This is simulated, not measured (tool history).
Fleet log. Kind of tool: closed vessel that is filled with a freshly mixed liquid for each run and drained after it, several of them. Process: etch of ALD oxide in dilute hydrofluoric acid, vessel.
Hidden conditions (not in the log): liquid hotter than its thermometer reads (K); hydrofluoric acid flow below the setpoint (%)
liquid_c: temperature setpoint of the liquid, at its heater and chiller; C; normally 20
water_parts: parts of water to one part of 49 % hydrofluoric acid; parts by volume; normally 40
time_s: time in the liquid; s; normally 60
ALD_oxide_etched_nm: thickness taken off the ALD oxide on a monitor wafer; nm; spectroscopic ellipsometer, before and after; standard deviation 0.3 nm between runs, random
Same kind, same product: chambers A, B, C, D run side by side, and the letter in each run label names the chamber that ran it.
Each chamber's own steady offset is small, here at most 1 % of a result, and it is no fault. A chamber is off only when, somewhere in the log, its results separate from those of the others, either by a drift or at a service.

run,hour,liquid_c,water_parts,time_s,hours since the thermometer was replaced,hours since the hydrofluoric acid flow meter was replaced,"read-back film thickness of the ALD oxide reference wafer, read on the same gauge (nm)",ALD_oxide_etched_nm
1B,9.5,20,40,60,424.9,405.1,130.00,35.449
2C,20.4,20,40,60,499.5,1155.3,130.00,35.522
3A,27.9,20,40,60,932.3,802.8,130.02,35.222
4D,44.1,20,40,60,1690.2,501.9,129.99,35.206
5C,53.4,20,60,60,532.5,1188.3,130.01,23.149
6A,66.8,20,60,60,971.2,841.7,130.02,23.153
# hour 72.8: chamber A: hydrofluoric acid flow meter replaced
7B,78.1,20,60,60,493.5,473.7,129.99,23.324
8D,90.5,20,60,60,1736.6,548.3,129.97,22.618
9D,104.5,20,40,60,1750.6,562.3,130.00,34.459
10C,120.0,20,40,60,599.1,1254.9,130.04,35.367
11B,133.0,20,40,60,548.4,528.6,130.02,35.520
12A,147.8,20,40,60,1052.2,75.1,130.01,35.266
13C,161.7,20,40,60,640.8,1296.6,130.03,35.657
14D,174.2,20,40,60,1820.3,632.0,129.97,35.355
15B,184.0,20,40,60,599.4,579.6,130.03,35.910
16A,200.2,20,40,60,1104.6,127.5,130.00,35.073
17B,216.1,20,40,60,631.5,611.7,130.01,35.822
18A,232.0,20,40,60,1136.4,159.3,130.02,35.610
# hour 236.7: chamber C: thermometer replaced
19D,242.0,20,40,60,1888.1,699.8,130.01,35.289
20C,253.7,20,40,60,17.1,1388.6,130.02,34.788
21C,268.9,20,40,60,32.3,1403.8,130.00,33.764
22B,282.7,20,25,60,698.1,678.3,129.98,58.106
# hour 284.4: chamber A: thermometer replaced
# hour 294.2: chamber B: hydrofluoric acid flow meter replaced
23D,296.9,20,25,60,1943.0,754.7,130.03,56.962
# hour 308.5: chamber D: thermometer replaced
24A,313.0,20,25,60,28.7,240.3,130.02,56.526
25C,326.8,20,25,60,90.2,1461.7,129.98,54.454
26A,342.5,20,40,60,58.2,269.8,129.98,35.381
27B,358.6,20,40,60,774.0,64.4,129.98,35.389
28D,374.7,20,40,60,66.3,832.5,129.98,35.260
29A,387.7,20,40,60,103.4,315.0,129.99,35.308
30C,402.6,20,40,60,166.0,1537.5,129.96,33.607
31D,409.8,20,40,60,101.4,867.6,129.97,35.163
32B,426.2,20,40,60,841.6,132.0,129.98,35.706
33A,441.9,20,40,60,157.6,369.2,130.03,35.608
34D,458.1,20,40,60,149.7,915.9,130.01,35.254
35B,470.5,20,40,60,885.9,176.3,130.02,35.446

For the next run the whole fleet of 4 chambers uses the same settings. Give each chamber's results:
36A,482.3,20,40,60,,,,?
36B,482.3,20,40,60,,,,?
36C,482.3,20,40,60,,,,?
36D,482.3,20,40,60,,,,?

run,ALD_oxide_etched_nm
36A,35.418
36B,35.653
36C,32.044
36D,35.111
